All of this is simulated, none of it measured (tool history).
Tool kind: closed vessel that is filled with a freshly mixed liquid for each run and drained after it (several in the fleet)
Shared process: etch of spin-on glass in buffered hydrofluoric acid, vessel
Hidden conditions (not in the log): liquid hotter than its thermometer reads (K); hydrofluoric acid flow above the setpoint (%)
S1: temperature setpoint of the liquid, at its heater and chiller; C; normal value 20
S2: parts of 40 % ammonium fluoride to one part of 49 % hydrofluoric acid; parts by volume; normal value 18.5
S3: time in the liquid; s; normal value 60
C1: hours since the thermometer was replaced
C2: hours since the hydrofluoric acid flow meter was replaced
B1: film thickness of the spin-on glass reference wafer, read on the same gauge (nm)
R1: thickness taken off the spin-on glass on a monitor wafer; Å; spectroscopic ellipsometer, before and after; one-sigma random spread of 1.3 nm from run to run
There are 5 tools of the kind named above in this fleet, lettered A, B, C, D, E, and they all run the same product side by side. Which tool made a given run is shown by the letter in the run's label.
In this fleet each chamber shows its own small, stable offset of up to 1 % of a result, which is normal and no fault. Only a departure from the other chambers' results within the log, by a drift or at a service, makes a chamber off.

run,hour,S1,S2,S3,C1,C2,B1,R1
1B,8.2,20,18.5,60,1927.7,531.3,149.99,1310.3
# hour 12.1: chamber B: hydrofluoric acid flow meter replaced
2C,14.8,20,18.5,60,979.5,160.6,149.98,1318.3
3D,21.1,20,18.5,60,49.6,1465.5,149.98,1347.3
4A,29,20,18.5,60,255.1,557.5,150.01,1357.1
5E,36.5,17,18.5,30,634.9,1259.7,150.02,567.72
6E,45.5,17,18.5,30,643.9,1268.7,150,554.32
7D,51.4,17,18.5,30,79.9,1495.8,150.02,566.54
8A,58.9,17,18.5,30,285,587.4,150,567.84
9C,65.1,17,18.5,30,1029.8,210.9,149.99,552.24
10B,71.3,20,18.5,60,1990.8,59.2,150.07,1336
11D,80.1,20,18.5,60,108.6,1524.5,149.93,1336.2
12C,90.7,20,18.5,60,1055.4,236.5,150.04,1308.1
13A,96.7,20,18.5,60,322.8,625.2,150.02,1340.8
14B,102.4,20,18.5,60,2021.9,90.3,150.03,1343
15E,108.2,20,18.5,60,706.6,1331.4,149.99,1328
16B,116.5,20,18.5,60,2036,104.4,150,1297.6
17A,122.8,20,18.5,60,348.9,651.3,150.02,1345.6
18D,129.5,20,18.5,60,158,1573.9,149.97,1337.9
19E,137.6,20,18.5,60,736,1360.8,150.02,1341
20C,144.3,20,25,60,1109,290.1,150.02,1055
21E,151.3,20,25,60,749.7,1374.5,150.03,1071.9
22B,156.8,20,25,60,2076.3,144.7,150,1059.6
23A,165.6,20,25,60,391.7,694.1,150,1064.1
24D,176.5,20,25,60,205,1620.9,149.98,1064.2
25C,184.6,20,18.5,60,1149.3,330.4,149.99,1311.7
26B,191.9,20,18.5,60,2111.4,179.8,149.95,1334.5
27A,200.9,20,18.5,60,427,729.4,150.01,1347.7
# hour 202.8: chamber D: hydrofluoric acid flow meter replaced
28C,208.2,20,18.5,60,1172.9,354,149.96,1312.2
29D,219.8,20,18.5,60,248.3,17.1,149.96,1336.3
30E,230,20,18.5,60,828.4,1453.2,150.01,1335.1
31C,237.8,20,18.5,60,1202.5,383.6,150.06,1306
32A,245.1,20,18.5,60,471.2,773.6,150.02,1353.4
33E,251.4,20,18.5,60,849.8,1474.6,149.99,1322.4
34B,262.3,20,18.5,60,2181.8,250.2,150.02,1326.9
35D,270.6,20,18.5,60,299.1,67.9,150.06,1326.7
36E,276.4,20,18.5,60,874.8,1499.6,149.97,1352.3
37D,286.8,20,18.5,60,315.3,84.1,149.98,1327
38A,293,20,18.5,60,519.1,821.5,149.98,1326.5
39C,302.3,20,18.5,60,1267,448.1,149.99,1332.4
40B,309.6,17,16,60,2229.1,297.5,150.03,1313.8
41E,318.1,17,16,60,916.5,1541.3,150,1308.2

Each of the 5 chambers runs these same settings next. Fill in every chamber's results:
42A,326.7,20,18.5,60,,,,?
42B,326.7,20,18.5,60,,,,?
42C,326.7,20,18.5,60,,,,?
42D,326.7,20,18.5,60,,,,?
42E,326.7,20,18.5,60,,,,?

run,R1
42A,1359.3
42B,1309.3
42C,1303.8
42D,1339.1
42E,1334.4

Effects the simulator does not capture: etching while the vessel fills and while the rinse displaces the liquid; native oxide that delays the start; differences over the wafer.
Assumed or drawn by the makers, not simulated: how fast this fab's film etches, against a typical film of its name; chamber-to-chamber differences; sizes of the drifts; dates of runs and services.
